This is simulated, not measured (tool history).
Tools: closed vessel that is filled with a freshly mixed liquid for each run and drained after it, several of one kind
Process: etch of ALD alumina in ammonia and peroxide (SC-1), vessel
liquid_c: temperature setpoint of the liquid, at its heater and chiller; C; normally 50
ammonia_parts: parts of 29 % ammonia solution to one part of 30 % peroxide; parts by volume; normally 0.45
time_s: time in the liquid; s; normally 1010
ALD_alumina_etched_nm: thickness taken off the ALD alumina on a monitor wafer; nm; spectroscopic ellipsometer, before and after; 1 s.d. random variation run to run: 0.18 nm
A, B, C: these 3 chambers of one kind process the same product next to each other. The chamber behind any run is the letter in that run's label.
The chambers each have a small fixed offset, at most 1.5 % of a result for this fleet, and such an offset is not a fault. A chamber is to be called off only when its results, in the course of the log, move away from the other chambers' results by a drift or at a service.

run,hour,liquid_c,ammonia_parts,time_s,hours since the thermometer was replaced,hours since the ammonia flow meter was replaced,hours since the drum of ammonia solution was connected,"read-back film thickness of the ALD alumina reference wafer, read on the same gauge (nm)",ALD_alumina_etched_nm
1B,8.5,50,0.45,1010,556.7,1109.9,469.1,99.976,47.531
2A,17.5,50,0.45,1010,541.7,123.4,338.8,99.960,46.768
# hour 23.1: chamber B: ammonia flow meter replaced
3C,27.6,50,0.45,1010,1594.6,114.4,446.2,99.996,46.719
4A,33.4,50,0.45,1010,557.6,139.3,354.7,100.030,47.171
5C,38.4,50,0.45,1010,1605.4,125.2,457.0,100.020,46.707
6B,45.2,50,0.45,1010,593.4,22.1,505.8,100.000,47.503
7B,53.3,50,0.30,740,601.5,30.2,513.9,100.030,33.529
8A,58.2,50,0.30,740,582.4,164.1,379.5,99.987,32.995
9C,67.6,50,0.30,740,1634.6,154.4,486.2,100.000,32.620
10C,76.3,50,0.45,1010,1643.3,163.1,494.9,100.010,46.571
11A,85.7,50,0.45,1010,609.9,191.6,407.0,99.990,47.169
12B,94.7,50,0.45,1010,642.9,71.6,555.3,99.971,47.749
13C,103.9,50,0.45,1010,1670.9,190.7,522.5,100.040,46.406
14B,108.8,50,0.45,1010,657.0,85.7,569.4,99.972,47.615
15A,115.9,50,0.45,1010,640.1,221.8,437.2,100.040,47.078
16B,124.0,50,0.45,1010,672.2,100.9,584.6,100.000,47.193
17A,129.8,50,0.45,1010,654.0,235.7,451.1,99.978,46.955
18C,137.2,50,0.45,1010,1704.2,224.0,555.8,100.040,46.499
19B,148.2,50,0.45,1010,696.4,125.1,608.8,100.010,47.412
20A,155.4,50,0.55,500,679.6,261.3,476.7,99.989,23.838
21C,164.4,50,0.55,500,1731.4,251.2,583.0,100.020,23.378
22C,173.1,50,0.55,500,1740.1,259.9,591.7,99.983,23.393
23A,181.3,50,0.45,1010,705.5,287.2,502.6,99.997,47.376
24B,190.4,50,0.45,1010,738.6,167.3,651.0,99.929,47.620
25B,198.7,50,0.45,1010,746.9,175.6,659.3,100.010,47.393
26A,206.9,50,0.45,1010,731.1,312.8,528.2,100.060,47.002
27C,215.2,50,0.45,1010,1782.2,302.0,633.8,100.040,46.278
28B,226.1,50,0.45,1010,774.3,203.0,686.7,99.983,47.661
29C,234.0,50,0.45,1010,1801.0,320.8,652.6,99.984,46.151
30A,239.1,57,0.45,1010,763.3,345.0,560.4,99.962,68.569
31C,245.6,57,0.45,1010,1812.6,332.4,664.2,100.010,67.525
32B,252.8,57,0.45,1010,801.0,229.7,713.4,100.010,68.483
33A,262.8,50,0.45,1010,787.0,368.7,584.1,99.985,47.146
34C,269.5,50,0.45,1010,1836.5,356.3,688.1,100.030,46.093
35B,276.9,50,0.45,1010,825.1,253.8,737.5,99.993,47.231
36A,282.2,50,0.45,1010,806.4,388.1,603.5,100.020,47.111
37A,293.3,50,0.45,1010,817.5,399.2,614.6,99.983,46.933
38C,301.3,50,0.45,1010,1868.3,388.1,719.9,99.984,45.845
39B,310.6,50,0.45,1010,858.8,287.5,771.2,100.010,47.302
40A,320.1,50,0.45,1010,844.3,426.0,641.4,100.010,46.772
41B,326.0,50,0.45,1010,874.2,302.9,786.6,100.030,47.404
42C,332.0,50,0.45,1010,1899.0,418.8,750.6,99.995,46.046

Next, all 3 chambers run the settings below, one line each with question marks for the results. What does each chamber give?
43A,340.0,47,0.45,1010,,,,,?
43B,340.0,47,0.45,1010,,,,,?
43C,340.0,47,0.45,1010,,,,,?

run,ALD_alumina_etched_nm
43A,39.677
43B,40.074
43C,38.929

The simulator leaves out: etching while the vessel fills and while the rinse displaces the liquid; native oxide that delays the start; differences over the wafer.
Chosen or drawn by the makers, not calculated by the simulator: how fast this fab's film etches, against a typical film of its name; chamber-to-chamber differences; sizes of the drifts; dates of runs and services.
